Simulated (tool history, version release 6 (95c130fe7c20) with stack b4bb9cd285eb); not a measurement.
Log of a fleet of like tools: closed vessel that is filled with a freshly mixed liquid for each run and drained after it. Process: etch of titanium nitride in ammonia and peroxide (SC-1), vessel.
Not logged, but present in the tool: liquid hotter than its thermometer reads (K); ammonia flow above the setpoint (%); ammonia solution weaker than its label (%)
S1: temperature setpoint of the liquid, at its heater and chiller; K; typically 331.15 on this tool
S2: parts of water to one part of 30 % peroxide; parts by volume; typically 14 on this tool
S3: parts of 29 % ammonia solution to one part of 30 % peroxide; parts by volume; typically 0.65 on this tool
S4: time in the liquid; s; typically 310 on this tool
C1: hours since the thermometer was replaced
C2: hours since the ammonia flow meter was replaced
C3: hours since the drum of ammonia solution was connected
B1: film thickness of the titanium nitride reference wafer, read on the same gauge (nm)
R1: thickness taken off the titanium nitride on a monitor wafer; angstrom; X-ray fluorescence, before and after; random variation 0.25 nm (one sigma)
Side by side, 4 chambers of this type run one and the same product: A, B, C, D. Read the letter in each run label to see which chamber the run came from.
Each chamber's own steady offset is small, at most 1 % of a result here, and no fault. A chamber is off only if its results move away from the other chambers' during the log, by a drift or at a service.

run   hour      S1  S2    S3   S4      C1      C2     C3      B1      R1
 1B    6.5  331.15  14  0.65  310   113.0  1832.7  475.9  39.974  353.04
 2C   14.2  331.15  14  0.65  310  1661.5  1485.5  581.1  39.975  355.67
 3A   21.3  331.15  14  0.65  310   420.1    60.8   79.5  40.006  356.50
 4D   29.4  331.15  14  0.65  310  1419.2  1853.1  147.5  40.027  356.86
 5B   37.4  331.15  14  0.65  310   143.9  1863.6  506.8  40.004  357.66
 6C   42.4  331.15  14  0.65  310  1689.7  1513.7  609.3  39.992  355.10
 7A   46.9  331.15  14  0.65  310   445.7    86.4  105.1  39.987  356.10
 8D   52.1  331.15  14  0.65  310  1441.9  1875.8  170.2  39.992  355.39
 9B   56.0  331.15  14  0.65  310   162.5  1882.2  525.4  39.971  359.36
10C   61.4  331.15  14  0.65  310  1708.7  1532.7  628.3  39.975  348.55
11A   66.2  331.15  14  0.65  310   465.0   105.7  124.4  39.991  358.53
12D   70.5  331.15  14  0.65  310  1460.3  1894.2  188.6  39.940  351.40
13C   78.4  331.15  14  0.65  310  1725.7  1549.7  645.3  40.001  348.44
14B   84.5  331.15  14  0.65  310   191.0  1910.7  553.9  39.974  363.63
15A   88.8  331.15  14  0.65  310   487.6   128.3  147.0  39.998  348.75
      96.8  -- chamber D: ammonia flow meter replaced
16D   97.3  331.15  14  0.65  310  1487.1     0.6  215.4  39.996  348.16
17A  103.5  331.15  14  0.65  310   502.3   143.0  161.7  40.027  356.54
18B  107.6  331.15  14  0.65  310   214.1  1933.8  577.0  39.971  367.33
19D  111.3  331.15  14  0.65  310  1501.1    14.6  229.4  40.017  350.21
20C  116.6  331.15  14  0.65  310  1763.9  1587.9  683.5  39.985  351.71
21A  123.3  331.15  14  0.65  310   522.1   162.8  181.5  39.996  357.71
22D  131.8  331.15  18  0.50  310  1521.6    35.1  249.9  39.981  291.13
23B  138.9  331.15  18  0.50  310   245.4  1965.1  608.3  39.956  314.21
24C  145.0  331.15  18  0.50  310  1792.3  1616.3  711.9  39.994  292.50

Each of the 4 chambers runs these same settings next. Fill in every chamber's results:
25A  151.1  331.15  14  0.45  310                   ?
25B  151.1  331.15  14  0.45  310                   ?
25C  151.1  331.15  14  0.45  310                   ?
25D  151.1  331.15  14  0.45  310                   ?

run      R1
25A  328.84
25B  360.67
25C  330.35
25D  332.84
